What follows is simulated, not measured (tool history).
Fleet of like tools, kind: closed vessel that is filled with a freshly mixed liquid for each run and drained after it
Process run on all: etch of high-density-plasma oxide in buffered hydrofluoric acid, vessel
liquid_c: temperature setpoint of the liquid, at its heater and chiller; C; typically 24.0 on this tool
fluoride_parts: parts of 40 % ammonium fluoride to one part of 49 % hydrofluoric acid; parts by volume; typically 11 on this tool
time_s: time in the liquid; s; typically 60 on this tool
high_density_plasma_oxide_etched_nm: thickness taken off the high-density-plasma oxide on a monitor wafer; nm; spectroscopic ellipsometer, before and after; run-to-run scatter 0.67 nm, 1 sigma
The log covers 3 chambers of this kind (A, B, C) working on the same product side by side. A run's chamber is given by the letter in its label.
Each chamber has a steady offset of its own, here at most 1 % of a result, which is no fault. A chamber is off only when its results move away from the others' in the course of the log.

run   hour  liquid_c  fluoride_parts  time_s  read-back film thickness of the high-density-plasma oxide reference wafer, read on the same gauge (nm)  high_density_plasma_oxide_etched_nm
 1A    9.6      24.0              11      60                                                                                                  30.005                               68.579
 2C   19.0      24.0              11      60                                                                                                  30.010                               67.413
 3B   26.8      24.0              11      60                                                                                                  30.002                               66.661
 4C   38.1      24.0              11      60                                                                                                  29.986                               68.889
      44.3  -- chamber B: hydrofluoric acid flow meter replaced
 5A   48.6      24.0              11      60                                                                                                  30.027                               68.291
 6B   55.7      24.0              11      40                                                                                                  29.985                               45.460
 7C   61.8      24.0              11      40                                                                                                  29.992                               45.587
 8B   72.3      24.0              11      40                                                                                                  30.014                               45.985
 9A   79.3      24.0              11      60                                                                                                  29.978                               68.473
10A   89.5      24.0              11      60                                                                                                  30.001                               67.603
11C   98.4      24.0              11      60                                                                                                  30.022                               68.959
12B  109.4      24.0              11      60                                                                                                  29.994                               67.404
13A  117.1      24.0              11      60                                                                                                  30.025                               69.455
14B  124.7      24.0              11      60                                                                                                  30.019                               69.152
15C  131.3      27.5              11      60                                                                                                  29.989                               83.046
16A  141.4      27.5              11      60                                                                                                  29.995                               83.804
17B  146.9      27.5              11      60                                                                                                  30.018                               85.085
18C  157.7      24.0              11      60                                                                                                  30.011                               68.892
19C  167.3      24.0              11      60                                                                                                  30.020                               68.456
20A  174.5      24.0              11      60                                                                                                  29.993                               68.281
21B  185.2      24.0              11      60                                                                                                  30.006                               71.966
22C  194.7      24.0              11      60                                                                                                  30.011                               67.651
23B  205.3      24.0              11      60                                                                                                  29.989                               73.207
24A  212.5      28.0              11      60                                                                                                  30.045                               84.523
25A  221.8      28.0              11      60                                                                                                  29.977                               84.127
26B  227.5      28.0              11      60                                                                                                  30.011                               91.102
27C  232.5      24.0              11      60                                                                                                  29.991                               68.869
28A  243.1      24.0              11      60                                                                                                  29.967                               67.480
29C  249.4      24.0              11      60                                                                                                  29.995                               68.653
30B  258.1      24.0              11      60                                                                                                  29.973                               76.617

All chambers now run identical settings, listed one chamber a line with results as question marks. What results will each chamber show?
31A  266.4      24.0              11      60                                                                                                                                            ?
31B  266.4      24.0              11      60                                                                                                                                            ?
31C  266.4      24.0              11      60                                                                                                                                            ?

run  high_density_plasma_oxide_etched_nm
31A                               68.373
31B                               75.926
31C                               69.240
